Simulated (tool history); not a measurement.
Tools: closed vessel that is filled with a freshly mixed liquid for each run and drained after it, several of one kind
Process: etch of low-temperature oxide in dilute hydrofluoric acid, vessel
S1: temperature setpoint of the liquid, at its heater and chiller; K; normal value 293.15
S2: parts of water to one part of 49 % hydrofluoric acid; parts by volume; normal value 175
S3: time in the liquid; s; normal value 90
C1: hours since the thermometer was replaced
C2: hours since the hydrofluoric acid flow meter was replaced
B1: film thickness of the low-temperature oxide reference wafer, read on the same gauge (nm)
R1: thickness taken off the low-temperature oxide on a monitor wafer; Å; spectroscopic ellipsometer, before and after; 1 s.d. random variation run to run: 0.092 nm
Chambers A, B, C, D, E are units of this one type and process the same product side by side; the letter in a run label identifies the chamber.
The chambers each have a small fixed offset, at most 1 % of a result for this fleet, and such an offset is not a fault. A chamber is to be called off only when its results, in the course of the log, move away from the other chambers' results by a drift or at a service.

run	hour	S1	S2	S3	C1	C2	B1	R1
1B	7.2	293.15	175	90	1200.4	761.4	59.987	136.32
2D	14.6	293.15	175	90	182.8	461.5	60.025	135.02
3E	21.4	293.15	175	90	664.5	369.7	60.031	137.13
4C	26.5	293.15	175	90	369.5	256.2	60.021	137.38
5A	32.6	293.15	175	90	688.5	139.4	59.965	134.67
6B	39.5	293.15	175	90	1232.7	793.7	60.037	136.51
7A	48.7	290.15	175	140	704.6	155.5	59.977	186.93
8E	57.1	290.15	175	140	700.2	405.4	60.033	186.57
9C	65.9	290.15	175	140	408.9	295.6	59.984	187.07
10D	72.7	290.15	175	140	240.9	519.6	60.038	189.66
11D	78.2	290.15	175	140	246.4	525.1	60.026	189.11
12A	83.6	293.15	175	90	739.5	190.4	59.981	136.67
13B	88.2	293.15	175	90	1281.4	842.4	59.998	135.02
14C	95.5	293.15	175	90	438.5	325.2	60.003	136.64
15E	104.6	293.15	175	90	747.7	452.9	59.941	136.44
16C	113.2	293.15	175	90	456.2	342.9	59.930	136.49
17A	122.1	293.15	175	90	778.0	228.9	60.029	136.02
18B	127.2	293.15	175	90	1320.4	881.4	59.978	136.80
19E	132.8	293.15	175	90	775.9	481.1	60.010	134.62
20D	141.2	293.15	175	90	309.4	588.1	59.995	137.74
21E	149.2	293.15	175	90	792.3	497.5	59.980	135.45
22D	156.0	293.15	175	90	324.2	602.9	59.985	139.12
23B	162.9	293.15	175	90	1356.1	917.1	59.973	135.66
24A	170.1	293.15	175	90	826.0	276.9	60.032	135.28
25C	175.3	293.15	100	90	518.3	405.0	60.016	257.08
26D	183.6	293.15	100	90	351.8	630.5	60.003	268.17
27E	189.7	293.15	100	90	832.8	538.0	59.951	260.83
28A	197.4	293.15	100	90	853.3	304.2	59.947	260.16
29C	204.6	293.15	100	90	547.6	434.3	60.053	254.00
30B	212.9	293.15	175	90	1406.1	967.1	59.974	135.93
31D	218.6	293.15	175	90	386.8	665.5	59.989	143.06
32A	224.6	293.15	175	90	880.5	331.4	59.970	136.01
33E	231.3	293.15	175	90	874.4	579.6	59.978	134.38
34B	235.8	293.15	175	90	1429.0	990.0	59.920	136.59
35C	244.2	293.15	175	90	587.2	473.9	59.956	136.76
36C	252.7	293.15	175	90	595.7	482.4	59.995	137.60
37B	259.6	293.15	175	90	1452.8	1013.8	60.021	135.60
38A	264.4	293.15	175	90	920.3	371.2	60.014	136.78
39D	272.0	293.15	175	90	440.2	718.9	60.035	144.49
40E	278.1	293.15	175	90	921.2	626.4	59.956	134.17

Has any chamber moved away from the others, gradually or after a service, or does the common gauge drift, or do the chambers differ only by their own small steady offsets? State the chamber and the most likely cause if one applies.

Little by little, chamber D moves away from the other chambers.
Likeliest cause: liquid hotter than its thermometer reads (K) = 1.79.
The log may not separate it from: hydrofluoric acid flow above the setpoint (%).

Here are 4 candidates for chamber D's next run, each the usual settings with a change, their results left as question marks. Which one brings its results back in line with what the others give on the usual settings?
In line means no further than this from the other chambers' mean on the usual settings: R1 3.30 Å
41D-1	284.9	293.15	175	85				?
41D-2	284.9	293.65	175	90				?
41D-3	284.9	293.15	165	90				?
41D-4	284.9	292.65	175	90				?

Mean of the other chambers on the usual settings: R1 136.09 Å
run	R1
41D-1	137.45
41D-2	148.41
41D-3	156.01
41D-4	142.70
The right change is 41D-1: it brings the chamber back within the allowed miss of the others.
